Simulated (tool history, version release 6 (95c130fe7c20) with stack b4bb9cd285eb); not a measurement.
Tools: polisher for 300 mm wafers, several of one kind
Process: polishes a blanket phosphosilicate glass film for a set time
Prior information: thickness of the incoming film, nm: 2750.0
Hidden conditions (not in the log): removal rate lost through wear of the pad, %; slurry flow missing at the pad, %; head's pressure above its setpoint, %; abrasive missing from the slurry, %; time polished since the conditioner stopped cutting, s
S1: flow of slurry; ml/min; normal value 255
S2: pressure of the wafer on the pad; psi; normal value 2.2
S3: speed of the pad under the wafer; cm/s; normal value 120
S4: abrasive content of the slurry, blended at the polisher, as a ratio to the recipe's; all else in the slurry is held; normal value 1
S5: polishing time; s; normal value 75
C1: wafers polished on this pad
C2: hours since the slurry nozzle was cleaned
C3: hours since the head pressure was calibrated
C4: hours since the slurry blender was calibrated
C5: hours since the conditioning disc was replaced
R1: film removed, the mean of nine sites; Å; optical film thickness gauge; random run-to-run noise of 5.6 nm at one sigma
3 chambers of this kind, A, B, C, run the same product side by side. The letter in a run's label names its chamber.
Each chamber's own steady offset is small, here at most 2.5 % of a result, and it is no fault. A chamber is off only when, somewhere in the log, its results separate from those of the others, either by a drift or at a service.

run 1C day=0.175 | S1=255 S2=2.2 S3=120 S4=1 S5=75 | C1=378 C2=199.6 C3=590 C4=457.6 C5=95.4 | R1=5254.8
run 2B day=0.438 | S1=255 S2=2.2 S3=120 S4=1 S5=75 | C1=1139 C2=708.2 C3=906.7 C4=239.6 C5=149.7 | R1=5149.6
run 3A day=0.629 | S1=255 S2=2.2 S3=120 S4=1 S5=75 | C1=303 C2=263.1 C3=1111.9 C4=65.3 C5=240.1 | R1=5269.7
-- day=0.725 chamber B: worn pad replaced by a new one
run 4A day=0.771 | S1=255 S2=2.2 S3=120 S4=1 S5=75 | C1=332 C2=266.5 C3=1115.3 C4=68.7 C5=243.5 | R1=5277
run 5C day=1.017 | S1=255 S2=2.2 S3=120 S4=1 S5=75 | C1=547 C2=219.8 C3=610.2 C4=477.8 C5=115.6 | R1=5409.5
run 6B day=1.271 | S1=255 S2=2.2 S3=120 S4=1 S5=75 | C1=110 C2=728.2 C3=926.7 C4=259.6 C5=169.7 | R1=5188
run 7A day=1.508 | S1=255 S2=2.2 S3=120 S4=1 S5=75 | C1=480 C2=284.2 C3=1133 C4=86.4 C5=261.2 | R1=5210.5
run 8C day=1.629 | S1=255 S2=2.2 S3=120 S4=1 S5=75 | C1=670 C2=234.5 C3=624.9 C4=492.5 C5=130.3 | R1=5310.9
run 9B day=1.871 | S1=255 S2=2.2 S3=120 S4=1 S5=75 | C1=230 C2=742.6 C3=941.1 C4=274 C5=184.1 | R1=5204.9
run 10B day=2.033 | S1=255 S2=2.2 S3=120 S4=1 S5=75 | C1=263 C2=746.5 C3=945 C4=277.9 C5=188 | R1=5241.4
-- day=2.125 chamber A: worn pad replaced by a new one
run 11A day=2.183 | S1=255 S2=2.2 S3=120 S4=1 S5=75 | C1=11 C2=300.4 C3=1149.2 C4=102.6 C5=277.4 | R1=5194.2
-- day=2.204 chamber A: head pressure recalibrated
run 12C day=2.417 | S1=255 S2=2.2 S3=120 S4=1 S5=75 | C1=829 C2=253.4 C3=643.8 C4=511.4 C5=149.2 | R1=5351.1
-- day=2.454 chamber C: slurry blender recalibrated
-- day=2.546 chamber A: slurry nozzle cleaned
run 13C day=2.596 | S1=255 S2=2.2 S3=120 S4=1 S5=75 | C1=865 C2=257.7 C3=648.1 C4=3.4 C5=153.5 | R1=5341.5
run 14B day=2.733 | S1=255 S2=2.2 S3=120 S4=1 S5=75 | C1=404 C2=763.3 C3=961.8 C4=294.7 C5=204.8 | R1=5150.1
run 15A day=2.962 | S1=255 S2=2.2 S3=120 S4=1 S5=75 | C1=168 C2=10 C3=18.3 C4=121.3 C5=296.1 | R1=5265.8
-- day=3.096 chamber B: slurry nozzle cleaned
run 16A day=3.142 | S1=255 S2=1.6 S3=120 S4=1 S5=75 | C1=204 C2=14.3 C3=22.6 C4=125.6 C5=300.4 | R1=3816.7
run 17B day=3.342 | S1=255 S2=1.6 S3=120 S4=1 S5=75 | C1=526 C2=6 C3=976.4 C4=309.3 C5=219.4 | R1=3791.2
run 18C day=3.475 | S1=255 S2=1.6 S3=120 S4=1 S5=75 | C1=1041 C2=278.8 C3=669.2 C4=24.5 C5=174.6 | R1=3869.3
run 19B day=3.621 | S1=255 S2=2.2 S3=120 S4=1 S5=75 | C1=582 C2=12.7 C3=983.1 C4=316 C5=226.1 | R1=5171.8
run 20C day=3.746 | S1=255 S2=2.2 S3=120 S4=1 S5=75 | C1=1096 C2=285.3 C3=675.7 C4=31 C5=181.1 | R1=5315.3
-- day=3.846 chamber A: conditioning disc replaced and pad reconditioned
run 21A day=3.958 | S1=255 S2=2.2 S3=120 S4=1 S5=75 | C1=368 C2=33.9 C3=42.2 C4=145.2 C5=2.8 | R1=5252.2
run 22B day=4.162 | S1=255 S2=2.2 S3=120 S4=1 S5=75 | C1=691 C2=25.7 C3=996.1 C4=329 C5=239.1 | R1=5205.6
run 23C day=4.367 | S1=255 S2=2.2 S3=120 S4=1 S5=75 | C1=1220 C2=300.2 C3=690.6 C4=45.9 C5=196 | R1=5324
run 24A day=4.567 | S1=310 S2=2.2 S3=120 S4=1 S5=89 | C1=490 C2=48.5 C3=56.8 C4=159.8 C5=17.4 | R1=6400
-- day=4.704 chamber B: conditioning disc replaced and pad reconditioned
run 25B day=4.804 | S1=310 S2=2.2 S3=120 S4=1 S5=89 | C1=819 C2=41.1 C3=1011.5 C4=344.4 C5=2.4 | R1=6311.7
run 26A day=5.012 | S1=310 S2=2.2 S3=120 S4=1 S5=89 | C1=580 C2=59.2 C3=67.5 C4=170.5 C5=28.1 | R1=6460.7
run 27C day=5.238 | S1=255 S2=2.2 S3=120 S4=1 S5=75 | C1=1395 C2=321.1 C3=711.5 C4=66.8 C5=216.9 | R1=5244.2
run 28A day=5.388 | S1=255 S2=2.2 S3=120 S4=1 S5=75 | C1=655 C2=68.2 C3=76.5 C4=179.5 C5=37.1 | R1=5316.1
-- day=5.458 chamber A: worn pad replaced by a new one
run 29B day=5.592 | S1=255 S2=2.2 S3=120 S4=1 S5=75 | C1=978 C2=60 C3=1030.4 C4=363.3 C5=21.3 | R1=5103.5
run 30C day=5.746 | S1=255 S2=2.2 S3=120 S4=1 S5=75 | C1=1497 C2=333.3 C3=723.7 C4=79 C5=229.1 | R1=5320.1
-- day=5.775 chamber C: worn pad replaced by a new one
run 31C day=6.012 | S1=255 S2=2.2 S3=120 S4=1 S5=75 | C1=47 C2=339.7 C3=730.1 C4=85.4 C5=235.5 | R1=5330.1
run 32B day=6.246 | S1=255 S2=2.2 S3=120 S4=1 S5=75 | C1=1109 C2=75.7 C3=1046.1 C4=379 C5=37 | R1=5182.4
run 33A day=6.371 | S1=255 S2=2.2 S3=120 S4=1 S5=75 | C1=183 C2=91.8 C3=100.1 C4=203.1 C5=60.7 | R1=5245.3
run 34A day=6.488 | S1=255 S2=2.2 S3=120 S4=1 S5=75 | C1=207 C2=94.6 C3=102.9 C4=205.9 C5=63.5 | R1=5297.4
-- day=6.492 chamber B: worn pad replaced by a new one
run 35C day=6.7 | S1=255 S2=2.2 S3=120 S4=1 S5=75 | C1=185 C2=356.2 C3=746.6 C4=101.9 C5=252 | R1=5208.2
-- day=6.75 chamber C: slurry nozzle cleaned
run 36B day=6.854 | S1=255 S2=2.2 S3=120 S4=1 S5=75 | C1=73 C2=90.3 C3=1060.7 C4=393.6 C5=51.6 | R1=5164.1
run 37A day=7.004 | S1=255 S2=2.2 S3=120 S4=1 S5=75 | C1=310 C2=107 C3=115.3 C4=218.3 C5=75.9 | R1=5215.9
run 38C day=7.133 | S1=255 S2=2.2 S3=120 S4=1 S5=75 | C1=272 C2=9.3 C3=757 C4=112.3 C5=262.4 | R1=5340.4
run 39B day=7.262 | S1=255 S2=2.2 S3=120 S4=1 S5=75 | C1=155 C2=100.1 C3=1070.5 C4=403.4 C5=61.4 | R1=5099.1
run 40C day=7.442 | S1=255 S2=2.2 S3=120 S4=1 S5=75 | C1=334 C2=16.7 C3=764.4 C4=119.7 C5=269.8 | R1=5342.3
run 41A day=7.583 | S1=190 S2=2.2 S3=120 S4=1 S5=75 | C1=427 C2=120.9 C3=129.2 C4=232.2 C5=89.8 | R1=5078.1
run 42B day=7.808 | S1=190 S2=2.2 S3=120 S4=1 S5=75 | C1=264 C2=113.2 C3=1083.6 C4=416.5 C5=74.5 | R1=4937.3
run 43C day=7.929 | S1=190 S2=2.2 S3=120 S4=1 S5=75 | C1=432 C2=28.4 C3=776.1 C4=131.4 C5=281.5 | R1=5087.2
run 44B day=8.104 | S1=255 S2=2.6 S3=120 S4=1 S5=75 | C1=324 C2=120.3 C3=1090.7 C4=423.6 C5=81.6 | R1=6074

Next, all 3 chambers run the settings below, one line each with question marks for the results. What does each chamber give?
run 45A day=8.3 | S1=255 S2=1.6 S3=120 S4=1 S5=75 | R1=?
run 45B day=8.3 | S1=255 S2=1.6 S3=120 S4=1 S5=75 | R1=?
run 45C day=8.3 | S1=255 S2=1.6 S3=120 S4=1 S5=75 | R1=?

run=45A R1=3811
run=45B R1=3755.3
run=45C R1=3908.1
